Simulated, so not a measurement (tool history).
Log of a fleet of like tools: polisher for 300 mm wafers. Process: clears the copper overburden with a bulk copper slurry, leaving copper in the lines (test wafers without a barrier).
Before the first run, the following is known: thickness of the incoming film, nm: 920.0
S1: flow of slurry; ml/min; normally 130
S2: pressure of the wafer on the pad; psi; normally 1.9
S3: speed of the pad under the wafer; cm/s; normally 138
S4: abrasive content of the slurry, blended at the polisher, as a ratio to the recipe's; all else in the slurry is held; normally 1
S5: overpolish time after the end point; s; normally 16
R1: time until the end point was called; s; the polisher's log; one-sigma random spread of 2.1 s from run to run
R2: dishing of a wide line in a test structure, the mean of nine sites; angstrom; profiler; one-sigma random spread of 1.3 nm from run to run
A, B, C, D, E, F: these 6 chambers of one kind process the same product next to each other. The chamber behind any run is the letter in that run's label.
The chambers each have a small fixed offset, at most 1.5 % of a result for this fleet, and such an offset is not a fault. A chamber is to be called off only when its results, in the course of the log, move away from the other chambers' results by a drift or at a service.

{"hour": 9.4, "done": "chamber A: worn pad replaced by a new one"}
{"hour": 13.3, "done": "chamber E: worn pad replaced by a new one"}
{"run": "1F", "hour": 15.5, "S1": 130, "S2": 1.9, "S3": 138, "S4": 1, "S5": 16, "R1": 118.77, "R2": 630.74}
{"run": "2C", "hour": 27.8, "S1": 130, "S2": 1.9, "S3": 138, "S4": 1, "S5": 16, "R1": 120.16, "R2": 615.8}
{"hour": 39.0, "done": "chamber B: slurry blender recalibrated"}
{"run": "3E", "hour": 40.1, "S1": 130, "S2": 1.9, "S3": 138, "S4": 1, "S5": 16, "R1": 122.34, "R2": 612.71}
{"hour": 47.1, "done": "chamber C: slurry blender recalibrated"}
{"run": "4A", "hour": 54.0, "S1": 130, "S2": 1.9, "S3": 138, "S4": 1, "S5": 16, "R1": 123.78, "R2": 640.26}
{"run": "5D", "hour": 64.8, "S1": 130, "S2": 1.9, "S3": 138, "S4": 1, "S5": 16, "R1": 124.21, "R2": 638.54}
{"hour": 69.1, "done": "chamber C: worn pad replaced by a new one"}
{"hour": 72.2, "done": "chamber F: slurry nozzle cleaned"}
{"run": "6B", "hour": 75.9, "S1": 130, "S2": 1.9, "S3": 138, "S4": 1, "S5": 16, "R1": 118.96, "R2": 605.94}
{"hour": 82.2, "done": "chamber D: worn pad replaced by a new one"}
{"run": "7D", "hour": 90.1, "S1": 130, "S2": 1.9, "S3": 158, "S4": 0.9, "S5": 16, "R1": 111.67, "R2": 687.34}
{"hour": 96.8, "done": "chamber B: worn pad replaced by a new one"}
{"hour": 98.0, "done": "chamber A: worn pad replaced by a new one"}
{"run": "8B", "hour": 104.1, "S1": 130, "S2": 1.9, "S3": 158, "S4": 0.9, "S5": 16, "R1": 108.57, "R2": 674.75}
{"hour": 108.8, "done": "chamber E: slurry nozzle cleaned"}
{"run": "9A", "hour": 117.0, "S1": 130, "S2": 1.9, "S3": 158, "S4": 0.9, "S5": 16, "R1": 105.67, "R2": 695.17}
{"hour": 124.6, "done": "chamber F: worn pad replaced by a new one"}
{"hour": 125.6, "done": "chamber D: slurry blender recalibrated"}
{"hour": 126.7, "done": "chamber E: worn pad replaced by a new one"}
{"run": "10C", "hour": 132.1, "S1": 130, "S2": 1.9, "S3": 158, "S4": 0.9, "S5": 16, "R1": 109.1, "R2": 666.36}
{"run": "11F", "hour": 140.3, "S1": 130, "S2": 1.9, "S3": 158, "S4": 0.9, "S5": 16, "R1": 107.45, "R2": 684.42}
{"run": "12E", "hour": 151.4, "S1": 130, "S2": 1.9, "S3": 158, "S4": 0.9, "S5": 16, "R1": 102.97, "R2": 713.99}
{"hour": 160.0, "done": "chamber B: head pressure recalibrated"}
{"run": "13A", "hour": 163.7, "S1": 130, "S2": 1.9, "S3": 138, "S4": 1, "S5": 16, "R1": 124.06, "R2": 633.48}
{"run": "14C", "hour": 176.2, "S1": 130, "S2": 1.9, "S3": 138, "S4": 1, "S5": 16, "R1": 123.58, "R2": 639.66}
{"hour": 177.1, "done": "chamber A: worn pad replaced by a new one"}
{"run": "15B", "hour": 190.5, "S1": 130, "S2": 1.9, "S3": 154, "S4": 1.15, "S5": 16, "R1": 106.47, "R2": 676.77}
{"hour": 192.5, "done": "chamber B: worn pad replaced by a new one"}
{"run": "16D", "hour": 206.2, "S1": 130, "S2": 1.9, "S3": 154, "S4": 1.15, "S5": 16, "R1": 105.31, "R2": 689.03}
{"hour": 207.9, "done": "chamber D: worn pad replaced by a new one"}
{"hour": 213.4, "done": "chamber C: worn pad replaced by a new one"}
{"run": "17E", "hour": 218.5, "S1": 130, "S2": 1.9, "S3": 154, "S4": 1.15, "S5": 16, "R1": 99.325, "R2": 716.01}
{"hour": 219.2, "done": "chamber F: slurry blender recalibrated"}
{"hour": 219.6, "done": "chamber D: slurry nozzle cleaned"}
{"hour": 220.9, "done": "chamber A: slurry nozzle cleaned"}
{"run": "18F", "hour": 232.8, "S1": 130, "S2": 1.9, "S3": 154, "S4": 1.15, "S5": 16, "R1": 103.97, "R2": 692.58}
{"hour": 240.2, "done": "chamber E: worn pad replaced by a new one"}
{"run": "19F", "hour": 246.5, "S1": 130, "S2": 1.9, "S3": 154, "S4": 1.15, "S5": 16, "R1": 102.89, "R2": 689.08}
{"run": "20E", "hour": 254.9, "S1": 130, "S2": 1.9, "S3": 154, "S4": 1.15, "S5": 16, "R1": 95.736, "R2": 716.8}
{"hour": 263.0, "done": "chamber F: worn pad replaced by a new one"}
{"run": "21D", "hour": 269.5, "S1": 130, "S2": 1.9, "S3": 138, "S4": 1.25, "S5": 16, "R1": 113.43, "R2": 632.76}
{"hour": 272.0, "done": "chamber C: slurry blender recalibrated"}
{"hour": 273.5, "done": "chamber A: worn pad replaced by a new one"}
{"run": "22A", "hour": 279.1, "S1": 130, "S2": 1.9, "S3": 138, "S4": 1.25, "S5": 16, "R1": 119.27, "R2": 647.49}
{"run": "23C", "hour": 286.5, "S1": 130, "S2": 1.9, "S3": 138, "S4": 1.25, "S5": 16, "R1": 112.86, "R2": 640.63}
{"hour": 293.1, "done": "chamber C: slurry nozzle cleaned"}
{"run": "24B", "hour": 297.0, "S1": 130, "S2": 1.9, "S3": 138, "S4": 1.25, "S5": 16, "R1": 114.87, "R2": 639.59}
{"hour": 305.5, "done": "chamber B: worn pad replaced by a new one"}
{"run": "25D", "hour": 306.9, "S1": 130, "S2": 1.9, "S3": 138, "S4": 1.25, "S5": 16, "R1": 116.02, "R2": 646.67}
{"hour": 315.4, "done": "chamber D: worn pad replaced by a new one"}
{"hour": 317.9, "done": "chamber E: slurry blender recalibrated"}
{"run": "26C", "hour": 322.1, "S1": 130, "S2": 1.9, "S3": 138, "S4": 1.25, "S5": 16, "R1": 115.01, "R2": 631.8}
{"run": "27A", "hour": 332.7, "S1": 130, "S2": 1.9, "S3": 138, "S4": 1, "S5": 16, "R1": 122.72, "R2": 645.87}
{"hour": 339.7, "done": "chamber C: worn pad replaced by a new one"}
{"run": "28B", "hour": 341.0, "S1": 130, "S2": 1.9, "S3": 138, "S4": 1, "S5": 16, "R1": 121.74, "R2": 624.36}
{"run": "29F", "hour": 348.6, "S1": 130, "S2": 1.9, "S3": 138, "S4": 1, "S5": 16, "R1": 120.02, "R2": 647.83}
{"hour": 358.0, "done": "chamber E: worn pad replaced by a new one"}
{"hour": 359.9, "done": "chamber A: worn pad replaced by a new one"}
{"run": "30E", "hour": 361.0, "S1": 130, "S2": 1.9, "S3": 138, "S4": 1, "S5": 16, "R1": 110.02, "R2": 671.42}
{"run": "31E", "hour": 373.7, "S1": 130, "S2": 1.9, "S3": 138, "S4": 1, "S5": 16, "R1": 107.49, "R2": 654.02}
{"run": "32C", "hour": 385.5, "S1": 130, "S2": 1.9, "S3": 138, "S4": 0.7, "S5": 11, "R1": 132.22, "R2": 469.16}
{"hour": 388.6, "done": "chamber F: worn pad replaced by a new one"}
{"run": "33D", "hour": 395.6, "S1": 130, "S2": 1.9, "S3": 138, "S4": 0.7, "S5": 11, "R1": 130.17, "R2": 460.74}
{"hour": 405.4, "done": "chamber F: head pressure recalibrated"}
{"run": "34A", "hour": 406.2, "S1": 130, "S2": 1.9, "S3": 138, "S4": 0.7, "S5": 11, "R1": 133.71, "R2": 460.93}
{"hour": 410.4, "done": "chamber A: slurry blender recalibrated"}
{"hour": 413.1, "done": "chamber B: worn pad replaced by a new one"}
{"run": "35B", "hour": 416.4, "S1": 130, "S2": 1.9, "S3": 138, "S4": 0.7, "S5": 11, "R1": 126.87, "R2": 463.49}
{"hour": 422.6, "done": "chamber A: head pressure recalibrated"}
{"run": "36F", "hour": 427.0, "S1": 130, "S2": 1.9, "S3": 138, "S4": 0.7, "S5": 11, "R1": 129.63, "R2": 472.15}
{"run": "37F", "hour": 435.0, "S1": 130, "S2": 1.9, "S3": 138, "S4": 0.7, "S5": 11, "R1": 131.7, "R2": 473.67}
{"run": "38A", "hour": 450.3, "S1": 130, "S2": 1.9, "S3": 138, "S4": 1, "S5": 16, "R1": 122.46, "R2": 645.99}

Next, every chamber runs the same settings. What will each give?
{"run": "39A", "hour": 461.7, "S1": 130, "S2": 1.9, "S3": 138, "S4": 1, "S5": 16, "R1": "?", "R2": "?"}
{"run": "39B", "hour": 461.7, "S1": 130, "S2": 1.9, "S3": 138, "S4": 1, "S5": 16, "R1": "?", "R2": "?"}
{"run": "39C", "hour": 461.7, "S1": 130, "S2": 1.9, "S3": 138, "S4": 1, "S5": 16, "R1": "?", "R2": "?"}
{"run": "39D", "hour": 461.7, "S1": 130, "S2": 1.9, "S3": 138, "S4": 1, "S5": 16, "R1": "?", "R2": "?"}
{"run": "39E", "hour": 461.7, "S1": 130, "S2": 1.9, "S3": 138, "S4": 1, "S5": 16, "R1": "?", "R2": "?"}
{"run": "39F", "hour": 461.7, "S1": 130, "S2": 1.9, "S3": 138, "S4": 1, "S5": 16, "R1": "?", "R2": "?"}

run=39A R1=117.98 R2=633.52
run=39B R1=116.95 R2=645.19
run=39C R1=117.93 R2=648.82
run=39D R1=121.43 R2=641.26
run=39E R1=109.58 R2=680.07
run=39F R1=124 R2=624.89
